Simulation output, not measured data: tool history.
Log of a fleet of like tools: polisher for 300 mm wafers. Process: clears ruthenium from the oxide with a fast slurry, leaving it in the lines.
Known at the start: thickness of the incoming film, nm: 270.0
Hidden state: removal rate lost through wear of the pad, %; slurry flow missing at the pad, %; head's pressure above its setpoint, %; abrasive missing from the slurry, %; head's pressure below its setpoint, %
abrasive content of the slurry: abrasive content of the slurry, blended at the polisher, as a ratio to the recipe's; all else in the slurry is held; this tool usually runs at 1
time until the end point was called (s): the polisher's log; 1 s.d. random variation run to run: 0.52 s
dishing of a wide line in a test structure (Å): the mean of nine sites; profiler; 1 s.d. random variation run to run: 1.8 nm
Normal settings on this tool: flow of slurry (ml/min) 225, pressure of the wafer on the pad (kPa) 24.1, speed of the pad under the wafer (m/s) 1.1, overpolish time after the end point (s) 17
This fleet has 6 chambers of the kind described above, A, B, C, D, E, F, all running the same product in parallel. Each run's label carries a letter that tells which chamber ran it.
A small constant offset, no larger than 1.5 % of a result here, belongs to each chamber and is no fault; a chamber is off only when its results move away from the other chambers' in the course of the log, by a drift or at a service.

run,day,flow of slurry (ml/min),pressure of the wafer on the pad (kPa),speed of the pad under the wafer (m/s),abrasive content of the slurry,overpolish time after the end point (s),wafers polished on this pad,hours since the slurry nozzle was cleaned,hours since the head pressure was calibrated,hours since the slurry blender was calibrated,time until the end point was called (s),dishing of a wide line in a test structure (Å)
1C,0.138,225,24.1,1.1,1,17,861,246.7,744.4,175.8,46.353,743.51
2E,0.221,225,24.1,1.1,1,17,482,483.2,1263.8,113.6,45.841,703.68
# day 0.262: chamber B: slurry blender recalibrated
3F,0.308,225,24.1,1.1,1,17,115,327.4,1088.4,41.5,44.787,748.34
# day 0.371: chamber C: worn pad replaced by a new one
4D,0.438,225,24.1,1.1,1,17,606,57.9,406.2,384.2,44.401,735.75
# day 0.512: chamber A: worn pad replaced by a new one
# day 0.521: chamber E: worn pad replaced by a new one
5A,0.542,225,24.1,1.1,1,17,8,190.1,908.2,238.4,43.968,696.31
# day 0.642: chamber C: head pressure recalibrated
6B,0.658,225,24.1,1.1,1,17,1122,481.5,66.8,9.5,45.625,713.24
7C,0.821,225,24.1,1.1,1,17,113,263.1,4.4,192.2,45.829,708.25
8E,0.958,225,24.1,1.1,1,17,110,500.9,1281.5,131.3,44.692,708.96
9D,1.1,225,24.1,1.1,1,17,774,73.8,422.1,400.1,43.733,737.22
10F,1.229,225,24.1,1.1,1,17,348,349.5,1110.5,63.6,44.189,710.95
11B,1.35,225,24.1,1.1,1,17,1297,498.1,83.4,26.1,45.434,726.33
# day 1.479: chamber D: slurry blender recalibrated
12A,1.488,225,24.1,1.1,1,17,247,212.8,930.9,261.1,43.877,751.9
13C,1.571,225,17.9,1.1,1,9,303,281.1,22.4,210.2,59.981,342.44
14A,1.654,225,17.9,1.1,1,9,289,216.8,934.9,265.1,59.779,338.17
15B,1.808,225,17.9,1.1,1,9,1413,509.1,94.4,37.1,60.127,344.17
16D,1.988,225,17.9,1.1,1,9,998,95.1,443.4,12.2,60.323,333.31
# day 2.108: chamber B: worn pad replaced by a new one
17F,2.154,225,17.9,1.1,1,9,581,371.7,1132.7,85.8,61,330.28
18E,2.262,225,17.9,1.1,1,9,440,532.2,1312.8,162.6,60.355,329.5
19E,2.362,225,24.1,1.1,1,17,465,534.6,1315.2,165,44.897,741.65
# day 2.538: chamber E: worn pad replaced by a new one
20C,2.542,225,24.1,1.1,1,17,548,304.4,45.7,233.5,45.319,726.25
# day 2.629: chamber E: head pressure recalibrated
# day 2.65: chamber D: worn pad replaced by a new one
21A,2.717,225,24.1,1.1,1,17,558,242.3,960.4,290.6,45.076,744.52
22F,2.871,225,24.1,1.1,1,17,763,388.9,1149.9,103,45.075,752.55
23B,2.967,225,24.1,1.1,1,17,217,536.9,122.2,64.9,44.568,711.29
24D,3.075,225,24.1,1.1,1,17,107,121.2,469.5,38.3,44.654,745.13
25A,3.196,225,24.1,1.1,1,17,679,253.8,971.9,302.1,43.768,725.37
26D,3.288,225,24.1,1.1,1,17,161,126.3,474.6,43.4,43.869,729.4
27C,3.425,225,24.1,1.1,1,17,772,325.6,66.9,254.7,45.082,725.15
28E,3.546,225,24.1,1.1,1,17,255,563,22,193.4,50.299,650.15
29F,3.625,225,24.1,1.1,1,17,953,407,1168,121.1,44.354,742.87
# day 3.8: chamber E: slurry blender recalibrated
30B,3.804,225,24.1,1.1,1,17,429,557,142.3,85,44.308,716.77
31E,3.954,225,24.1,1.1,1,17,358,572.8,31.8,3.7,49.512,665.91
# day 4.012: chamber F: worn pad replaced by a new one
32D,4.067,225,24.1,1.1,1,17,358,145,493.3,62.1,45.309,739.01
33C,4.204,225,24.1,1.1,1,17,969,344.3,85.6,273.4,44.593,716.66
34B,4.346,225,24.1,1.1,1,17,566,570,155.3,98,44.613,776.09
35F,4.492,225,24.1,1.1,1,17,121,427.8,1188.8,141.9,44.655,729.63
# day 4.579: chamber A: worn pad replaced by a new one
36A,4.588,225,24.1,1.1,1,17,2,287.2,1005.3,335.5,43.941,742.83
37B,4.733,225,24.1,1.1,1,17,663,579.3,164.6,107.3,45.404,736.32

The same settings go to every chamber for the next run, one line per chamber below. Forecast the results for each:
38A,4.862,150,24.1,1.1,1,17,,,,,?,?
38B,4.862,150,24.1,1.1,1,17,,,,,?,?
38C,4.862,150,24.1,1.1,1,17,,,,,?,?
38D,4.862,150,24.1,1.1,1,17,,,,,?,?
38E,4.862,150,24.1,1.1,1,17,,,,,?,?
38F,4.862,150,24.1,1.1,1,17,,,,,?,?

run,time until the end point was called (s),dishing of a wide line in a test structure (Å)
38A,46.851,687.53
38B,47.648,685.98
38C,48.502,696.65
38D,46.413,727.24
38E,52.995,605.47
38F,48.432,702.39
